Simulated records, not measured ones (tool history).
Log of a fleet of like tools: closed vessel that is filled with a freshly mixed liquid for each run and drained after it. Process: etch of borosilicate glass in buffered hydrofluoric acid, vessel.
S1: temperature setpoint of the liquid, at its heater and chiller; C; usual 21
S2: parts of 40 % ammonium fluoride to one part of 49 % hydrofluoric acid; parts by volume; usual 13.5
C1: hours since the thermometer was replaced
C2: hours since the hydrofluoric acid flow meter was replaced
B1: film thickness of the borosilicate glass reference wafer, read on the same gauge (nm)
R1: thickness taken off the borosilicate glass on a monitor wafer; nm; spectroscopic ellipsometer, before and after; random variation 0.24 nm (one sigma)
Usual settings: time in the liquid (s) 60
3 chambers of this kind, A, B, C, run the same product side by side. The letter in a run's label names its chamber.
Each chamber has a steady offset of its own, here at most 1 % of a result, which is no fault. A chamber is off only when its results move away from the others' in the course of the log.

Run 1C, day 0.579: usual settings; C1 856.8; C2 525.9; B1 140.04. Result: R1 47.463 nm.
Run 2B, day 0.875: usual settings; C1 380.1; C2 162.4; B1 140. Result: R1 47.411 nm.
Run 3A, day 1.15: usual settings; C1 1587.6; C2 92.9; B1 140.01. Result: R1 46.954 nm.
Run 4A, day 1.533: usual settings; C1 1596.8; C2 102.1; B1 140.02. Result: R1 47.117 nm.
Run 5B, day 1.921: usual settings; C1 405.2; C2 187.5; B1 140.04. Result: R1 47.935 nm.
Run 6C, day 2.242: usual settings; C1 896.7; C2 565.8; B1 140.03. Result: R1 47.264 nm.
Run 7A, day 2.742: usual settings; C1 1625.8; C2 131.1; B1 139.99. Result: R1 46.908 nm.
Run 8C, day 3.242: usual settings; C1 920.7; C2 589.8; B1 140. Result: R1 46.986 nm.
Run 9B, day 3.525: usual settings; C1 443.7; C2 226; B1 140.03. Result: R1 47.742 nm.
Run 10B, day 3.833: usual settings; C1 451.1; C2 233.4; B1 139.97. Result: R1 47.829 nm.
Run 11C, day 4.262: usual settings; C1 945.2; C2 614.3; B1 140.05. Result: R1 47.485 nm.
Run 12A, day 4.862: usual settings; C1 1676.7; C2 182; B1 140.03. Result: R1 46.58 nm.
Run 13B, day 5.296: usual settings; C1 486.2; C2 268.5; B1 140.04. Result: R1 47.789 nm.
Run 14A, day 5.779: usual settings but S1 18.5 C, time in the liquid (s) 50; C1 1698.7; C2 204; B1 139.99. Result: R1 34.235 nm.
Run 15C, day 6.354: usual settings but S1 18.5 C, time in the liquid (s) 50; C1 995.4; C2 664.5; B1 140.02. Result: R1 34.883 nm.
Run 16A, day 6.704: usual settings but S1 18.5 C, time in the liquid (s) 50; C1 1720.9; C2 226.2; B1 140.02. Result: R1 33.858 nm.
Run 17C, day 7.033: usual settings; C1 1011.7; C2 680.8; B1 140.01. Result: R1 47.462 nm.
Run 18B, day 7.5: usual settings but S1 24.5 C, time in the liquid (s) 35; C1 539.1; C2 321.4; B1 140.01. Result: R1 33.9 nm.
At day 7.562: chamber B: thermometer replaced.
Run 19A, day 7.979: usual settings but S1 24.5 C, time in the liquid (s) 35; C1 1751.5; C2 256.8; B1 139.98. Result: R1 32.844 nm.
Run 20C, day 8.388: usual settings but S1 24.5 C, time in the liquid (s) 35; C1 1044.2; C2 713.3; B1 140.02. Result: R1 34.059 nm.
Run 21B, day 8.771: usual settings; C1 29; C2 351.9; B1 139.99. Result: R1 47.594 nm.
Run 22B, day 9.229: usual settings; C1 40; C2 362.9; B1 140.01. Result: R1 47.632 nm.
Run 23A, day 9.717: usual settings; C1 1793.2; C2 298.5; B1 140. Result: R1 46.73 nm.
Run 24C, day 10.188: usual settings; C1 1087.4; C2 756.5; B1 139.99. Result: R1 47.83 nm.
Run 25C, day 10.521: usual settings but S2 10 parts by volume; C1 1095.4; C2 764.5; B1 140.02. Result: R1 64.816 nm.
Run 26B, day 10.842: usual settings but S2 10 parts by volume; C1 78.7; C2 401.6; B1 139.95. Result: R1 63.7 nm.
Run 27A, day 11.304: usual settings but S2 10 parts by volume; C1 1831.3; C2 336.6; B1 139.96. Result: R1 62.387 nm.
Run 28C, day 11.575: usual settings; C1 1120.7; C2 789.8; B1 139.99. Result: R1 48.184 nm.
Run 29A, day 12.15: usual settings but S1 17.5 C, S2 15.5 parts by volume; C1 1851.6; C2 356.9; B1 139.97. Result: R1 33.675 nm.
Run 30B, day 12.625: usual settings but S1 17.5 C, S2 15.5 parts by volume; C1 121.5; C2 444.4; B1 139.98. Result: R1 34.037 nm.
Run 31B, day 13.121: usual settings but S1 17.5 C, S2 15.5 parts by volume; C1 133.4; C2 456.3; B1 140.04. Result: R1 34.429 nm.
Run 32A, day 13.442: usual settings; C1 1882.6; C2 387.9; B1 140. Result: R1 47.097 nm.
Run 33C, day 13.821: usual settings; C1 1174.6; C2 843.7; B1 140.02. Result: R1 48.264 nm.
Run 34A, day 14.204: usual settings; C1 1900.9; C2 406.2; B1 140.02. Result: R1 46.651 nm.
Run 35C, day 14.796: usual settings; C1 1198; C2 867.1; B1 139.99. Result: R1 48.406 nm.
Run 36B, day 15.092: usual settings; C1 180.7; C2 503.6; B1 139.97. Result: R1 47.567 nm.
Run 37A, day 15.412: usual settings; C1 1929.9; C2 435.2; B1 139.96. Result: R1 46.211 nm.
Run 38C, day 15.971: usual settings; C1 1226.2; C2 895.3; B1 140.05. Result: R1 48.704 nm.
Run 39B, day 16.362: usual settings; C1 211.2; C2 534.1; B1 139.99. Result: R1 47.689 nm.
Run 40A, day 16.858: usual settings; C1 1964.6; C2 469.9; B1 139.98. Result: R1 46.344 nm.
Run 41C, day 17.267: usual settings but S2 11.5 parts by volume; C1 1257.3; C2 926.4; B1 140.02. Result: R1 57.233 nm.
Run 42B, day 17.55: usual settings but S2 11.5 parts by volume; C1 239.7; C2 562.6; B1 140.02. Result: R1 55.307 nm.
Run 43A, day 17.842: usual settings but S2 11.5 parts by volume; C1 1988.2; C2 493.5; B1 140.02. Result: R1 55.444 nm.

What goes on in this fleet: one chamber off, a drifting gauge, or nothing beyond the chambers' own small offsets? Name the chamber and the cause, if any.

Chamber C drifts away from the others.
Cause: hydrofluoric acid flow above the setpoint (%) = 3.37.
The log may not tell that from: liquid hotter than its thermometer reads (K).

Here are 4 candidates for chamber C's next run, each the usual settings with a change, their results left as question marks. Which one brings its results back in line with what the others give on the usual settings?
In line means no further than this from the other chambers' mean on the usual settings: R1 0.84 nm
Run 44C-1, day 18.275: usual settings but S2 14.5 parts by volume. Result: R1 ?.
Run 44C-2, day 18.275: usual settings but S1 21.5 C. Result: R1 ?.
Run 44C-3, day 18.275: usual settings but S1 21.5 C, S2 13 parts by volume. Result: R1 ?.
Run 44C-4, day 18.275: usual settings but S1 20.5 C. Result: R1 ?.

The other chambers' mean on the usual settings: R1 47.262 nm
  run      R1
44C-1  45.473
44C-2   50.13
44C-3  52.035
44C-4  47.521
44C-4 brings the chamber back in line.
